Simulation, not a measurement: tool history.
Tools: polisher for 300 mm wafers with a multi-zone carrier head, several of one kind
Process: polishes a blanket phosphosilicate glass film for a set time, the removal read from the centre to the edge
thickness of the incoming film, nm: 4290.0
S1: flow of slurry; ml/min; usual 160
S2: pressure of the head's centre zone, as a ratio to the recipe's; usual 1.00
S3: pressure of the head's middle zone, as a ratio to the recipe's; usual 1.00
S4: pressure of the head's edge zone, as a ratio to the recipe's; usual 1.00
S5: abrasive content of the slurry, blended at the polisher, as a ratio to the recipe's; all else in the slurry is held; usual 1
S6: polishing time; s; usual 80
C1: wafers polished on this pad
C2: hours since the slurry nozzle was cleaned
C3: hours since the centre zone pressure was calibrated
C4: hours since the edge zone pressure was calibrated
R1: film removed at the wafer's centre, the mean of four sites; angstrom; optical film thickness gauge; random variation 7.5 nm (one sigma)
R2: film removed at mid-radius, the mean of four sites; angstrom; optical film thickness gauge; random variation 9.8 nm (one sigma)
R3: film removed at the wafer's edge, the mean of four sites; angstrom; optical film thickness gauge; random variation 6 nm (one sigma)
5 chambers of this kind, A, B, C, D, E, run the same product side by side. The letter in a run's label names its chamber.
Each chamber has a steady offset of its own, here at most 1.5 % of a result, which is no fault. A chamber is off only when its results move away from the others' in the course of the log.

{"day": 0.108, "done": "chamber D: worn pad replaced by a new one"}
{"run": "1D", "day": 0.275, "S1": 160, "S2": 1.0, "S3": 1.0, "S4": 1.0, "S5": 1, "S6": 80, "C1": 41, "C2": 15.3, "C3": 604.8, "C4": 30.5, "R1": 7143.6, "R2": 7130.1, "R3": 7152.5}
{"run": "2E", "day": 0.579, "S1": 160, "S2": 1.0, "S3": 1.0, "S4": 1.0, "S5": 1, "S6": 80, "C1": 386, "C2": 421.1, "C3": 696.8, "C4": 20.4, "R1": 6888.5, "R2": 7232.3, "R3": 7162.0}
{"day": 0.617, "done": "chamber C: worn pad replaced by a new one"}
{"day": 0.875, "done": "chamber B: worn pad replaced by a new one"}
{"run": "3A", "day": 0.904, "S1": 160, "S2": 1.0, "S3": 1.0, "S4": 1.0, "S5": 1, "S6": 80, "C1": 650, "C2": 73.8, "C3": 90.9, "C4": 408.6, "R1": 7096.0, "R2": 7052.1, "R3": 7083.1}
{"run": "4B", "day": 1.129, "S1": 160, "S2": 1.0, "S3": 1.0, "S4": 1.0, "S5": 1, "S6": 80, "C1": 64, "C2": 128.3, "C3": 382.1, "C4": 775.4, "R1": 7078.0, "R2": 7061.2, "R3": 7224.3}
{"run": "5C", "day": 1.475, "S1": 160, "S2": 1.07, "S3": 1.0, "S4": 1.0, "S5": 1, "S6": 93, "C1": 214, "C2": 81.1, "C3": 49.0, "C4": 322.3, "R1": 8944.2, "R2": 8052.9, "R3": 8228.4}
{"run": "6B", "day": 1.696, "S1": 160, "S2": 1.07, "S3": 1.0, "S4": 1.0, "S5": 1, "S6": 93, "C1": 206, "C2": 141.9, "C3": 395.7, "C4": 789.0, "R1": 8988.7, "R2": 8519.1, "R3": 8195.0}
{"day": 1.742, "done": "chamber A: worn pad replaced by a new one"}
{"run": "7D", "day": 1.879, "S1": 160, "S2": 1.07, "S3": 1.0, "S4": 1.0, "S5": 1, "S6": 93, "C1": 442, "C2": 53.8, "C3": 643.3, "C4": 69.0, "R1": 8959.5, "R2": 8558.7, "R3": 8403.8}
{"run": "8A", "day": 2.175, "S1": 160, "S2": 1.07, "S3": 1.0, "S4": 1.0, "S5": 1, "S6": 93, "C1": 108, "C2": 104.3, "C3": 121.4, "C4": 439.1, "R1": 8859.4, "R2": 8328.7, "R3": 8392.6}
{"run": "9E", "day": 2.383, "S1": 160, "S2": 1.07, "S3": 1.0, "S4": 1.0, "S5": 1, "S6": 93, "C1": 837, "C2": 464.4, "C3": 740.1, "C4": 63.7, "R1": 8829.2, "R2": 8292.8, "R3": 8307.7}
{"run": "10C", "day": 2.571, "S1": 160, "S2": 1.0, "S3": 1.0, "S4": 1.0, "S5": 1, "S6": 80, "C1": 488, "C2": 107.4, "C3": 75.3, "C4": 348.6, "R1": 7057.4, "R2": 7040.6, "R3": 7033.0}
{"run": "11E", "day": 2.796, "S1": 160, "S2": 1.0, "S3": 1.0, "S4": 1.0, "S5": 1, "S6": 80, "C1": 940, "C2": 474.3, "C3": 750.0, "C4": 73.6, "R1": 7101.9, "R2": 7298.7, "R3": 7201.5}
{"day": 2.871, "done": "chamber E: worn pad replaced by a new one"}
{"run": "12D", "day": 2.958, "S1": 160, "S2": 1.0, "S3": 1.0, "S4": 1.0, "S5": 1, "S6": 80, "C1": 712, "C2": 79.7, "C3": 669.2, "C4": 94.9, "R1": 7197.1, "R2": 7071.5, "R3": 7102.6}
{"run": "13B", "day": 3.125, "S1": 160, "S2": 1.0, "S3": 1.0, "S4": 1.0, "S5": 1, "S6": 80, "C1": 563, "C2": 176.2, "C3": 430.0, "C4": 823.3, "R1": 6994.0, "R2": 7126.5, "R3": 7109.3}
{"day": 3.221, "done": "chamber C: worn pad replaced by a new one"}
{"run": "14C", "day": 3.333, "S1": 160, "S2": 1.0, "S3": 1.0, "S4": 1.0, "S5": 1, "S6": 80, "C1": 28, "C2": 125.7, "C3": 93.6, "C4": 366.9, "R1": 7057.9, "R2": 7218.3, "R3": 7109.5}
{"run": "15A", "day": 3.596, "S1": 160, "S2": 1.0, "S3": 1.0, "S4": 1.0, "S5": 1, "S6": 80, "C1": 463, "C2": 138.4, "C3": 155.5, "C4": 473.2, "R1": 7022.2, "R2": 7018.8, "R3": 7133.7}
{"run": "16D", "day": 3.875, "S1": 160, "S2": 1.0, "S3": 1.0, "S4": 1.0, "S5": 1, "S6": 80, "C1": 941, "C2": 101.7, "C3": 691.2, "C4": 116.9, "R1": 7100.2, "R2": 7346.7, "R3": 7226.2}
{"day": 3.95, "done": "chamber B: worn pad replaced by a new one"}
{"run": "17C", "day": 4.117, "S1": 160, "S2": 1.0, "S3": 1.0, "S4": 1.0, "S5": 1, "S6": 80, "C1": 224, "C2": 144.5, "C3": 112.4, "C4": 385.7, "R1": 7235.8, "R2": 7120.7, "R3": 7127.2}
{"run": "18B", "day": 4.471, "S1": 160, "S2": 1.0, "S3": 1.0, "S4": 1.0, "S5": 1, "S6": 80, "C1": 130, "C2": 208.5, "C3": 462.3, "C4": 855.6, "R1": 7130.6, "R2": 7116.8, "R3": 7163.0}
{"run": "19E", "day": 4.688, "S1": 160, "S2": 1.0, "S3": 1.0, "S4": 1.0, "S5": 1, "S6": 80, "C1": 455, "C2": 519.7, "C3": 795.4, "C4": 119.0, "R1": 7074.3, "R2": 7206.2, "R3": 7295.1}
{"day": 4.696, "done": "chamber A: worn pad replaced by a new one"}
{"run": "20A", "day": 4.921, "S1": 210, "S2": 1.05, "S3": 1.0, "S4": 1.0, "S5": 1, "S6": 80, "C1": 56, "C2": 170.2, "C3": 187.3, "C4": 505.0, "R1": 7831.3, "R2": 7413.0, "R3": 7460.9}
{"run": "21D", "day": 5.112, "S1": 210, "S2": 1.05, "S3": 1.0, "S4": 1.0, "S5": 1, "S6": 80, "C1": 1251, "C2": 131.4, "C3": 720.9, "C4": 146.6, "R1": 7995.8, "R2": 7410.3, "R3": 7539.3}
{"day": 5.3, "done": "chamber D: worn pad replaced by a new one"}
{"run": "22C", "day": 5.346, "S1": 210, "S2": 1.05, "S3": 1.0, "S4": 1.0, "S5": 1, "S6": 80, "C1": 531, "C2": 174.0, "C3": 141.9, "C4": 415.2, "R1": 7874.9, "R2": 7280.2, "R3": 7337.1}
{"day": 5.362, "done": "chamber C: worn pad replaced by a new one"}
{"run": "23B", "day": 5.588, "S1": 210, "S2": 1.05, "S3": 1.0, "S4": 1.0, "S5": 1, "S6": 80, "C1": 409, "C2": 235.3, "C3": 489.1, "C4": 882.4, "R1": 7928.2, "R2": 7418.1, "R3": 7358.9}
{"day": 5.817, "done": "chamber B: slurry nozzle cleaned"}
{"run": "24A", "day": 5.875, "S1": 210, "S2": 1.05, "S3": 1.0, "S4": 1.0, "S5": 1, "S6": 80, "C1": 295, "C2": 193.1, "C3": 210.2, "C4": 527.9, "R1": 7715.2, "R2": 7504.5, "R3": 7523.2}
{"run": "25E", "day": 6.142, "S1": 160, "S2": 1.0, "S3": 1.0, "S4": 1.0, "S5": 1, "S6": 80, "C1": 818, "C2": 554.6, "C3": 830.3, "C4": 153.9, "R1": 7166.3, "R2": 7210.6, "R3": 7166.6}
{"run": "26A", "day": 6.471, "S1": 160, "S2": 1.0, "S3": 1.0, "S4": 1.0, "S5": 1, "S6": 80, "C1": 444, "C2": 207.4, "C3": 224.5, "C4": 542.2, "R1": 7155.3, "R2": 6990.8, "R3": 7131.4}
{"day": 6.517, "done": "chamber E: worn pad replaced by a new one"}
{"run": "27E", "day": 6.679, "S1": 160, "S2": 1.0, "S3": 1.0, "S4": 1.08, "S5": 1, "S6": 65, "C1": 41, "C2": 567.5, "C3": 843.2, "C4": 166.8, "R1": 5913.2, "R2": 5830.1, "R3": 5997.2}
{"run": "28D", "day": 6.992, "S1": 160, "S2": 1.0, "S3": 1.0, "S4": 1.08, "S5": 1, "S6": 65, "C1": 422, "C2": 176.5, "C3": 766.0, "C4": 191.7, "R1": 5895.0, "R2": 5694.4, "R3": 6082.1}
{"run": "29B", "day": 7.225, "S1": 160, "S2": 1.0, "S3": 1.0, "S4": 1.08, "S5": 1, "S6": 65, "C1": 818, "C2": 33.8, "C3": 528.4, "C4": 921.7, "R1": 5726.7, "R2": 5900.8, "R3": 6011.3}
{"day": 7.275, "done": "chamber B: worn pad replaced by a new one"}
{"run": "30C", "day": 7.575, "S1": 160, "S2": 1.0, "S3": 1.0, "S4": 1.08, "S5": 1, "S6": 65, "C1": 553, "C2": 227.5, "C3": 195.4, "C4": 468.7, "R1": 5904.5, "R2": 5786.1, "R3": 5981.0}
{"day": 7.642, "done": "chamber C: worn pad replaced by a new one"}
{"day": 7.796, "done": "chamber A: worn pad replaced by a new one"}
{"run": "31D", "day": 7.883, "S1": 160, "S2": 1.0, "S3": 1.0, "S4": 1.08, "S5": 1, "S6": 65, "C1": 645, "C2": 197.9, "C3": 787.4, "C4": 213.1, "R1": 5821.8, "R2": 5699.3, "R3": 5996.9}
{"run": "32B", "day": 8.175, "S1": 160, "S2": 1.0, "S3": 1.0, "S4": 1.0, "S5": 1, "S6": 70, "C1": 225, "C2": 56.6, "C3": 551.2, "C4": 944.5, "R1": 6152.7, "R2": 6214.7, "R3": 6324.0}
{"day": 8.271, "done": "chamber E: slurry nozzle cleaned"}
{"run": "33E", "day": 8.475, "S1": 160, "S2": 1.0, "S3": 1.0, "S4": 1.0, "S5": 1, "S6": 70, "C1": 490, "C2": 4.9, "C3": 886.3, "C4": 209.9, "R1": 6419.2, "R2": 6259.7, "R3": 6176.9}
{"run": "34C", "day": 8.65, "S1": 160, "S2": 1.0, "S3": 1.0, "S4": 1.0, "S5": 1, "S6": 70, "C1": 252, "C2": 253.3, "C3": 221.2, "C4": 494.5, "R1": 6160.8, "R2": 6179.0, "R3": 6199.6}
{"run": "35A", "day": 8.904, "S1": 160, "S2": 1.0, "S3": 1.0, "S4": 1.0, "S5": 1, "S6": 70, "C1": 277, "C2": 265.8, "C3": 282.9, "C4": 600.6, "R1": 6165.8, "R2": 6314.9, "R3": 6243.1}
{"run": "36E", "day": 9.075, "S1": 160, "S2": 1.0, "S3": 1.0, "S4": 1.0, "S5": 1, "S6": 70, "C1": 640, "C2": 19.3, "C3": 900.7, "C4": 224.3, "R1": 6344.9, "R2": 6476.9, "R3": 6189.0}
{"run": "37D", "day": 9.396, "S1": 160, "S2": 1.0, "S3": 1.0, "S4": 1.0, "S5": 1, "S6": 80, "C1": 1023, "C2": 234.2, "C3": 823.7, "C4": 249.4, "R1": 7330.6, "R2": 7247.1, "R3": 7184.2}
{"run": "38C", "day": 9.688, "S1": 160, "S2": 1.0, "S3": 1.0, "S4": 1.0, "S5": 1, "S6": 80, "C1": 511, "C2": 278.2, "C3": 246.1, "C4": 519.4, "R1": 7142.0, "R2": 7142.9, "R3": 7017.5}
{"day": 9.7, "done": "chamber C: worn pad replaced by a new one"}
{"run": "39B", "day": 9.875, "S1": 160, "S2": 1.0, "S3": 1.0, "S4": 1.0, "S5": 1, "S6": 80, "C1": 650, "C2": 97.4, "C3": 592.0, "C4": 985.3, "R1": 7075.5, "R2": 7194.1, "R3": 7173.7}
{"run": "40A", "day": 10.104, "S1": 160, "S2": 1.0, "S3": 1.0, "S4": 1.0, "S5": 1, "S6": 80, "C1": 577, "C2": 294.6, "C3": 311.7, "C4": 629.4, "R1": 7020.9, "R2": 7083.8, "R3": 7198.3}
{"run": "41D", "day": 10.283, "S1": 160, "S2": 1.0, "S3": 1.0, "S4": 1.0, "S5": 1, "S6": 80, "C1": 1245, "C2": 255.5, "C3": 845.0, "C4": 270.7, "R1": 7118.3, "R2": 7145.7, "R3": 7219.8}
{"run": "42C", "day": 10.575, "S1": 160, "S2": 1.0, "S3": 0.89, "S4": 1.0, "S5": 1, "S6": 80, "C1": 218, "C2": 299.5, "C3": 267.4, "C4": 540.7, "R1": 7036.2, "R2": 6603.2, "R3": 7100.6}

What goes on in this fleet: one chamber off, a drifting gauge, or nothing beyond the chambers' own small offsets? Name the chamber and the cause, if any.

Chamber E drifts away from the others.
Cause: centre zone's pressure above its setpoint, % = 6.92.

Here are 4 candidates for chamber E's next run, each the usual settings with a change, their results left as question marks. Which one brings its results back in line with what the others give on the usual settings?
In line means no further than this from the other chambers' mean on the usual settings: R1 260.0 angstrom; R2 340.0 angstrom; R3 210.0 angstrom
{"run": "43E-1", "day": 10.833, "S1": 165, "S2": 1.05, "S3": 1.0, "S4": 0.98, "S5": 1, "S6": 81, "R1": "?", "R2": "?", "R3": "?"}
{"run": "43E-2", "day": 10.833, "S1": 150, "S2": 0.9, "S3": 1.01, "S4": 1.04, "S5": 1, "S6": 79, "R1": "?", "R2": "?", "R3": "?"}
{"run": "43E-3", "day": 10.833, "S1": 155, "S2": 0.95, "S3": 1.0, "S4": 1.02, "S5": 1, "S6": 79, "R1": "?", "R2": "?", "R3": "?"}
{"run": "43E-4", "day": 10.833, "S1": 170, "S2": 1.1, "S3": 0.99, "S4": 0.96, "S5": 1, "S6": 81, "R1": "?", "R2": "?", "R3": "?"}

The other chambers' mean on the usual settings: R1 7102.8 angstrom; R2 7123.7 angstrom; R3 7136.2 angstrom
run=43E-1 R1=8212.0 R2=7357.6 R3=7171.8
run=43E-2 R1=6637.3 R2=7124.8 R3=7126.8
run=43E-3 R1=7091.6 R2=7101.0 R3=7085.7
run=43E-4 R1=8685.4 R2=7325.0 R3=7123.0
43E-3 brings the chamber back in line.

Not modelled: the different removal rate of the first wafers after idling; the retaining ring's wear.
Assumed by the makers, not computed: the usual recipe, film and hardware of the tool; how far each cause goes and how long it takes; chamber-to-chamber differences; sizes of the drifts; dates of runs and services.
